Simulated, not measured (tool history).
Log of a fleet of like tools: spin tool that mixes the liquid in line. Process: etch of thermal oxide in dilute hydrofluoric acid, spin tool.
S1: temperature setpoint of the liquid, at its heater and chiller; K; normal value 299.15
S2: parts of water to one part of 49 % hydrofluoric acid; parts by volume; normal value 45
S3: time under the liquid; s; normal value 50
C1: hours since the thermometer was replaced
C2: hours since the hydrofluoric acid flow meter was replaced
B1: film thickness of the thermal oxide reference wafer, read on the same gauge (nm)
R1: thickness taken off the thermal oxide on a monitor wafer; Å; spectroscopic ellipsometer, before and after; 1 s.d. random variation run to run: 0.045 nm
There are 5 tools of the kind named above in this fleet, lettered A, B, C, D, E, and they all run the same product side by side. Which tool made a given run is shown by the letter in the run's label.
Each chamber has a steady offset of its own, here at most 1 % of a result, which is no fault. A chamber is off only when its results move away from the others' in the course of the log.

run   hour      S1  S2  S3      C1      C2      B1      R1
 1D    5.7  299.15  45  50   473.8   147.1  150.01   58.13
 2E   11.3  299.15  45  50  1129.2   335.4  150.03  58.355
 3B   15.3  299.15  45  50    64.4   920.4  150.01  57.718
 4C     22  299.15  45  50     621   689.1  149.97  57.875
 5A   27.1  299.15  45  50   894.8  1255.1     150  57.944
 6B   33.4  295.65  30  50    82.5   938.5     150  76.895
 7E   40.4  295.65  30  50  1158.3   364.5  149.97  77.731
 8C   46.6  295.65  30  50   645.6   713.7     150   76.34
 9A   53.4  295.65  30  50   921.1  1281.4     150  75.862
10D   57.2  295.65  30  50   525.3   198.6     150  77.617
11A   64.3  299.15  45  50     932  1292.3  149.97  57.413
12E     71  299.15  40  50  1188.9   395.1  150.02   64.62
13C   77.4  299.15  40  50   676.4   744.5  149.99  65.586
14B   84.4  299.15  40  50   133.5   989.5     150   65.35
15D   90.8  299.15  40  50   558.9   232.2  150.01  65.562
16B   95.3  299.15  40  50   144.4  1000.4  150.02  66.194
17D   99.7  299.15  45  50   567.8   241.1     150  58.001
18C    103  299.15  45  50     702   770.1     150  58.462
19E  106.5  299.15  45  50  1224.4   430.6  150.02   57.52
20A    110  299.15  45  50   977.7    1338  149.99  55.745
21D  114.7  299.15  45  50   582.8   256.1     150  57.571
22E  120.1  299.15  45  50    1238   444.2  149.98  56.961
23B  126.7  299.15  45  50   175.8  1031.8  150.02  58.132
24C  133.9  299.15  45  50   732.9     801  149.98  58.121
25A  137.4  299.15  45  50  1005.1  1365.4  149.99  54.869
26D  144.4  299.15  45  50   612.5   285.8  149.99  58.114
27E  148.8  299.15  45  50  1266.7   472.9  150.01   58.64
28A  155.3  299.15  45  50    1023  1383.3  150.03  54.931
     157.1  -- chamber B: hydrofluoric acid flow meter replaced
29C  161.3  299.15  45  50   760.3   828.4  149.98  57.729
30B  167.6  299.15  55  25   216.7    10.6  150.01  23.475
31C  172.7  299.15  55  25   771.7   839.8     150  23.288

Is one chamber out of step, is the gauge drifting, or do the chambers differ by no more than their own small offsets? For an off chamber, give its letter and the likeliest cause.

Chamber A drifts away from the others.
Cause: hydrofluoric acid flow below the setpoint (%) = 6.26.
From this log alone, it may not be told apart from: liquid colder than its thermometer reads (K).

Below are 4 candidate recipes for chamber A's next run, each the usual settings with a change, their results shown as question marks. Which of them brings A's results back in line with what the other chambers give on the usual settings?
To be in line, a result may differ from the other chambers' mean on the usual settings by at most: R1 1.6 Å
32A-1   178  301.15  45  50               ?
32A-2   178  299.65  45  50               ?
32A-3   178  298.65  45  50               ?
32A-4   178  297.15  45  50               ?

Mean of the other chambers on the usual settings: R1 57.978 Å
  run      R1
32A-1  58.198
32A-2  54.837
32A-3    52.7
32A-4  49.599
32A-1 puts the chamber back in line with the other chambers.
